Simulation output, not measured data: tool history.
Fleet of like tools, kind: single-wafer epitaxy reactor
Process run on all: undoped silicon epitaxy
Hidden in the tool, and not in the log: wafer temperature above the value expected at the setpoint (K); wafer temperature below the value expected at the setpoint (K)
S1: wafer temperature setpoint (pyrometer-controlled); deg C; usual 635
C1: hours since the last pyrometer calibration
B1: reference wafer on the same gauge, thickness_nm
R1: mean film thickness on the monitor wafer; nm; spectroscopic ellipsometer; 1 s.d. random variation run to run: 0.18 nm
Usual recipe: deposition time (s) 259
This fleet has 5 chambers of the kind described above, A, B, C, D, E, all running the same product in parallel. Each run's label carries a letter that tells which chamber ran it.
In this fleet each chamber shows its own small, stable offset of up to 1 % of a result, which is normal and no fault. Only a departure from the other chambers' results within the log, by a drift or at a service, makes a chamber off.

-- hour=3.6 chamber B: pyrometer calibrated
run 1D hour=11.0 | S1=635 deposition_time_(s)=259 | C1=1186.2 | B1=36.187 | R1=30.969
run 2A hour=18.0 | S1=635 deposition_time_(s)=259 | C1=412.6 | B1=36.197 | R1=31.540
run 3C hour=29.6 | S1=635 deposition_time_(s)=259 | C1=414.0 | B1=36.174 | R1=31.204
run 4E hour=37.7 | S1=635 deposition_time_(s)=259 | C1=846.3 | B1=36.208 | R1=31.297
run 5B hour=49.6 | S1=635 deposition_time_(s)=259 | C1=46.1 | B1=36.213 | R1=30.787
run 6B hour=58.9 | S1=635 deposition_time_(s)=259 | C1=55.4 | B1=36.199 | R1=31.162
run 7A hour=71.1 | S1=635 deposition_time_(s)=259 | C1=465.7 | B1=36.188 | R1=30.996
run 8D hour=79.8 | S1=635 deposition_time_(s)=286 | C1=1255.0 | B1=36.171 | R1=34.234
run 9E hour=86.8 | S1=635 deposition_time_(s)=286 | C1=895.4 | B1=36.193 | R1=34.325
run 10C hour=94.5 | S1=635 deposition_time_(s)=286 | C1=478.9 | B1=36.199 | R1=34.535
run 11D hour=108.6 | S1=635 deposition_time_(s)=286 | C1=1283.8 | B1=36.216 | R1=34.186
run 12C hour=124.0 | S1=635 deposition_time_(s)=286 | C1=508.4 | B1=36.220 | R1=34.277
run 13B hour=136.7 | S1=635 deposition_time_(s)=259 | C1=133.2 | B1=36.220 | R1=31.220
run 14E hour=148.1 | S1=635 deposition_time_(s)=259 | C1=956.7 | B1=36.272 | R1=31.127
run 15A hour=161.7 | S1=646 deposition_time_(s)=259 | C1=556.3 | B1=36.242 | R1=40.006
run 16B hour=175.4 | S1=646 deposition_time_(s)=259 | C1=171.9 | B1=36.249 | R1=39.494
run 17A hour=188.3 | S1=646 deposition_time_(s)=259 | C1=582.9 | B1=36.194 | R1=40.484
run 18C hour=203.4 | S1=646 deposition_time_(s)=259 | C1=587.8 | B1=36.156 | R1=39.757
run 19D hour=210.4 | S1=646 deposition_time_(s)=259 | C1=1385.6 | B1=36.213 | R1=39.664
run 20E hour=219.0 | S1=635 deposition_time_(s)=259 | C1=1027.6 | B1=36.243 | R1=31.270
run 21D hour=229.7 | S1=635 deposition_time_(s)=238 | C1=1404.9 | B1=36.242 | R1=28.590
run 22A hour=242.8 | S1=635 deposition_time_(s)=238 | C1=637.4 | B1=36.208 | R1=28.515
run 23C hour=252.7 | S1=635 deposition_time_(s)=238 | C1=637.1 | B1=36.246 | R1=28.039
run 24E hour=265.4 | S1=635 deposition_time_(s)=238 | C1=1074.0 | B1=36.168 | R1=28.586
run 25B hour=278.0 | S1=635 deposition_time_(s)=238 | C1=274.5 | B1=36.163 | R1=28.400
run 26D hour=286.1 | S1=635 deposition_time_(s)=259 | C1=1461.3 | B1=36.147 | R1=31.103
run 27C hour=299.5 | S1=635 deposition_time_(s)=259 | C1=683.9 | B1=36.234 | R1=30.059
run 28A hour=307.3 | S1=635 deposition_time_(s)=259 | C1=701.9 | B1=36.193 | R1=31.318
run 29B hour=317.7 | S1=635 deposition_time_(s)=259 | C1=314.2 | B1=36.214 | R1=30.995
run 30E hour=330.0 | S1=635 deposition_time_(s)=259 | C1=1138.6 | B1=36.207 | R1=31.277
run 31C hour=337.8 | S1=635 deposition_time_(s)=259 | C1=722.2 | B1=36.169 | R1=30.487
run 32D hour=348.0 | S1=635 deposition_time_(s)=259 | C1=1523.2 | B1=36.224 | R1=31.154
run 33E hour=363.2 | S1=635 deposition_time_(s)=259 | C1=1171.8 | B1=36.215 | R1=31.264
run 34A hour=375.1 | S1=626 deposition_time_(s)=236 | C1=769.7 | B1=36.158 | R1=23.203
run 35B hour=387.1 | S1=626 deposition_time_(s)=236 | C1=383.6 | B1=36.194 | R1=22.978
run 36E hour=397.8 | S1=626 deposition_time_(s)=236 | C1=1206.4 | B1=36.200 | R1=23.176
run 37A hour=408.9 | S1=626 deposition_time_(s)=236 | C1=803.5 | B1=36.146 | R1=22.936
run 38D hour=424.0 | S1=626 deposition_time_(s)=236 | C1=1599.2 | B1=36.204 | R1=22.871
run 39C hour=439.5 | S1=644 deposition_time_(s)=284 | C1=823.9 | B1=36.240 | R1=39.523

For the next run the whole fleet of 5 chambers uses the same settings. Give each chamber's results:
run 40A hour=450.8 | S1=623 deposition_time_(s)=259 | R1=?
run 40B hour=450.8 | S1=623 deposition_time_(s)=259 | R1=?
run 40C hour=450.8 | S1=623 deposition_time_(s)=259 | R1=?
run 40D hour=450.8 | S1=623 deposition_time_(s)=259 | R1=?
run 40E hour=450.8 | S1=623 deposition_time_(s)=259 | R1=?

run=40A R1=23.697
run=40B R1=23.455
run=40C R1=22.277
run=40D R1=23.552
run=40E R1=23.884
